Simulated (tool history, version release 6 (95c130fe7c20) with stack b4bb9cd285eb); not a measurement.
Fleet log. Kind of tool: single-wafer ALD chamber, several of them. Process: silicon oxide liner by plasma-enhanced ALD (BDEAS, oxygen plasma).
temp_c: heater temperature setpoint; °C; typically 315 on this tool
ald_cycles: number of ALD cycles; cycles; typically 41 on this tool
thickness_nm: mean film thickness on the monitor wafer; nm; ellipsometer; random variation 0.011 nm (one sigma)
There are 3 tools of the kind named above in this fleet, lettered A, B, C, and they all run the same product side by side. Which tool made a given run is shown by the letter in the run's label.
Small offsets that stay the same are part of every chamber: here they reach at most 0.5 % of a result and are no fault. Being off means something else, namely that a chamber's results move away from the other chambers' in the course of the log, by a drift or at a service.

run	hour	temp_c	ald_cycles	read-back reference wafer on the same gauge, thickness_nm	thickness_nm
1A	4.9	315	41	3.1883	3.7270
2C	11.5	315	41	3.1889	3.7361
3B	20.9	315	41	3.1919	3.7186
4A	29.9	315	41	3.1914	3.7250
5C	36.5	315	41	3.1886	3.7328
6B	43.8	315	41	3.1903	3.7401
7B	51.0	315	41	3.1912	3.7399
8A	59.8	315	41	3.1898	3.7273
9C	64.5	315	41	3.1905	3.7540
10C	72.5	315	41	3.1884	3.7470
11B	80.5	315	41	3.1886	3.7289
12A	85.7	315	41	3.1926	3.7388
13C	93.2	315	41	3.1912	3.7326
14B	101.3	315	41	3.1921	3.7364
15A	111.7	315	41	3.1937	3.7269
16A	118.6	315	41	3.1898	3.7086
17B	125.2	315	41	3.1893	3.7186
18C	134.1	315	41	3.1940	3.7460
19A	138.9	315	41	3.1888	3.7332
20B	145.6	315	41	3.1892	3.7235
21C	155.5	315	41	3.1915	3.7242
22C	161.4	315	41	3.1908	3.7447
23A	169.8	315	41	3.1907	3.7321
24B	176.4	315	41	3.1901	3.7264
25A	181.8	315	41	3.1895	3.7123
26C	187.7	315	41	3.1910	3.7504
27B	196.4	315	41	3.1885	3.7130
28C	203.3	315	41	3.1891	3.7483
29B	208.9	315	41	3.1887	3.7348
30A	214.8	306	35	3.1922	3.1990
31C	219.4	306	35	3.1902	3.2336
32A	229.3	306	35	3.1891	3.2265
33B	239.1	309	41	3.1897	3.7457
34A	246.2	309	41	3.1924	3.7641

What goes on in this fleet: one chamber off, a drifting gauge, or nothing beyond the chambers' own small offsets? Name the chamber and the cause, if any.

All chambers stay in line apart from their small fixed offsets, and the gauge does not drift.
